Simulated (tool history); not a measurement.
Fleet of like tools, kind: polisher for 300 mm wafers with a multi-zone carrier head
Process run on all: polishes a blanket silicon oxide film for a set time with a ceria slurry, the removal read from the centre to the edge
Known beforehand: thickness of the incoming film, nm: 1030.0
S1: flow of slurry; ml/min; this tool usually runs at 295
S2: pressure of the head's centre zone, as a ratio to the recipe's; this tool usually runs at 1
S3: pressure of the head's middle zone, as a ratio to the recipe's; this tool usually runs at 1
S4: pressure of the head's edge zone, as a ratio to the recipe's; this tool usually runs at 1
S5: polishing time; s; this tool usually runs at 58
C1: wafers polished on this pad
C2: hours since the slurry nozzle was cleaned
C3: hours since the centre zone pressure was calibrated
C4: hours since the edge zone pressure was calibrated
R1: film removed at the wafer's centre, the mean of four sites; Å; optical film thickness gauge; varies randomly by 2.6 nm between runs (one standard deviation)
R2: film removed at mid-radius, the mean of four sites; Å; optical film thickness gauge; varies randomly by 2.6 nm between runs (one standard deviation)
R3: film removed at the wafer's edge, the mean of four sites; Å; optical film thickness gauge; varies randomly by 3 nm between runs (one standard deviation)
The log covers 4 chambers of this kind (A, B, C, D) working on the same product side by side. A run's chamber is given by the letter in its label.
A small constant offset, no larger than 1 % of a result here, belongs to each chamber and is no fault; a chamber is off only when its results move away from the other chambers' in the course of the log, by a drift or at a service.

run   hour   S1    S2    S3  S4  S5    C1     C2     C3      C4      R1      R2      R3
 1D    6.1  295     1     1   1  58   298  160.3  462.6  1043.5  3685.7  3664.8  3668.3
 2C   12.4  295     1     1   1  58   165  291.9  553.6    22.3  3660.2  3660.7  3645.8
 3B   15.5  295     1     1   1  58   364  356.9  277.5   369.2  3655.7  3681.8  3646.5
 4A   18.9  295     1     1   1  58   161    736   70.5    69.2  3622.5  3701.8  3683.2
 5D   22.1  295     1     1   1  58   421  176.3  478.6  1059.5  3627.7  3647.5  3681.1
 6A   28.4  235  1.06     1   1  58   234  745.5     80    78.7    3803  3547.3  3580.4
 7B   31.3  235  1.06     1   1  58   486  372.7  293.3     385  3787.3  3554.9  3660.1
 8C   35.3  235  1.06     1   1  58   341  314.8  576.5    45.2  3819.5  3583.4    3611
      35.8  -- chamber D: worn pad replaced by a new one
      37.2  -- chamber B: worn pad replaced by a new one
 9A   41.7  235  1.06     1   1  58   336  758.8   93.3      92    3756  3521.3  3615.3
10D   44.7  295     1  1.11   1  58    68  198.9  501.2  1082.1  3635.2    3986  3664.4
11C   50.5  295     1  1.11   1  58   457    330  591.7    60.4  3621.5  4027.9    3649
12B   56.3  295     1  1.11   1  58   147  397.7  318.3     410  3668.7  4050.6  3630.4
13C   60.7  295     1  1.11   1  58   536  340.2  601.9    70.6  3603.1  4011.7  3636.9
14B   64.4  295     1     1   1  58   209  405.8  326.4   418.1  3682.2  3634.5  3668.6
      69.3  -- chamber B: centre zone pressure recalibrated
15D   70.7  295     1     1   1  58   268  224.9  527.2  1108.1  3662.1  3608.3  3741.4
16A     75  295     1     1   1  58   592  792.1  126.6   125.3  3672.2  3612.1  3672.6
17D   81.5  295     1     1   1  58   351  235.7    538  1118.9  3616.7    3624  3711.3
18C   85.4  295     1     1   1  58   725  364.9  626.6    95.3  3579.5  3576.2  3633.9
19B   91.4  385  1.11     1   1  58   416  432.8   22.2   445.1  4115.7  3778.9  3741.9
20A   95.1  385  1.11     1   1  58   746  812.2  146.7   145.4  4199.3  3799.1    3692
21B   99.4  385  1.11     1   1  58   477  440.8   30.2   453.1  4189.7  3781.6  3684.7
22A  105.1  385  1.11     1   1  58   823  822.2  156.7   155.4  4157.7  3678.9  3742.8
23D  109.3  295  1.11  1.05   1  58   564  263.5  565.8  1146.7  4016.5  3775.3    3654
     110.9  -- chamber D: worn pad replaced by a new one
       113  -- chamber D: edge zone pressure recalibrated
24C  115.2  295  1.11  1.05   1  58   954  394.7  656.4   125.1  3890.9  3633.1  3547.4
25A  120.9  295  1.11  1.05   1  58   944    838  172.5   171.2  4102.7  3827.2    3733
     124.2  -- chamber B: worn pad replaced by a new one
26C  127.5  295  1.11  1.05   1  58  1048    407  668.7   137.4  3909.6  3691.9  3511.4
27B  132.3  295     1     1   1  58    62  473.7   63.1     486  3651.6  3671.6  3662.9
28D  136.9  295     1     1   1  58   200  291.1  593.4    23.9  3637.2  3656.8  3704.8

Does one chamber stand apart from the rest, does the shared gauge drift, or is all well apart from small per-chamber offsets? Give the chamber and the most likely cause, where there is one.

Little by little, chamber C moves away from the other chambers.
Likeliest cause: slurry flow missing at the pad, % = 37.6.
Not necessarily distinguishable in this log from: removal rate lost through wear of the pad, %.

Which of the 4 candidates below, each the usual settings with something changed and its results left as question marks, puts chamber C back in line with what the other chambers give on the usual settings?
In-line tolerance around the mean of the other chambers on the usual settings: R1 90 Å; R2 90 Å; R3 110 Å
29C-1  141.7  295     1   1   1  57                   ?   ?   ?
29C-2  141.7  295     1   1   1  59                   ?   ?   ?
29C-3  141.7  300  1.01   1   1  61                   ?   ?   ?
29C-4  141.7  290  0.99   1   1  55                   ?   ?   ?

Other chambers, usual settings, mean: R1 3655.3 Å; R2 3656.3 Å; R3 3678.1 Å
  run      R1      R2      R3
29C-1  3356.4  3390.8  3416.3
29C-2  3474.2  3509.8  3536.2
29C-3  3642.2  3638.1  3663.1
29C-4  3193.3  3263.2  3289.9
29C-3 is the one that brings the chamber's results back in line with the other chambers.

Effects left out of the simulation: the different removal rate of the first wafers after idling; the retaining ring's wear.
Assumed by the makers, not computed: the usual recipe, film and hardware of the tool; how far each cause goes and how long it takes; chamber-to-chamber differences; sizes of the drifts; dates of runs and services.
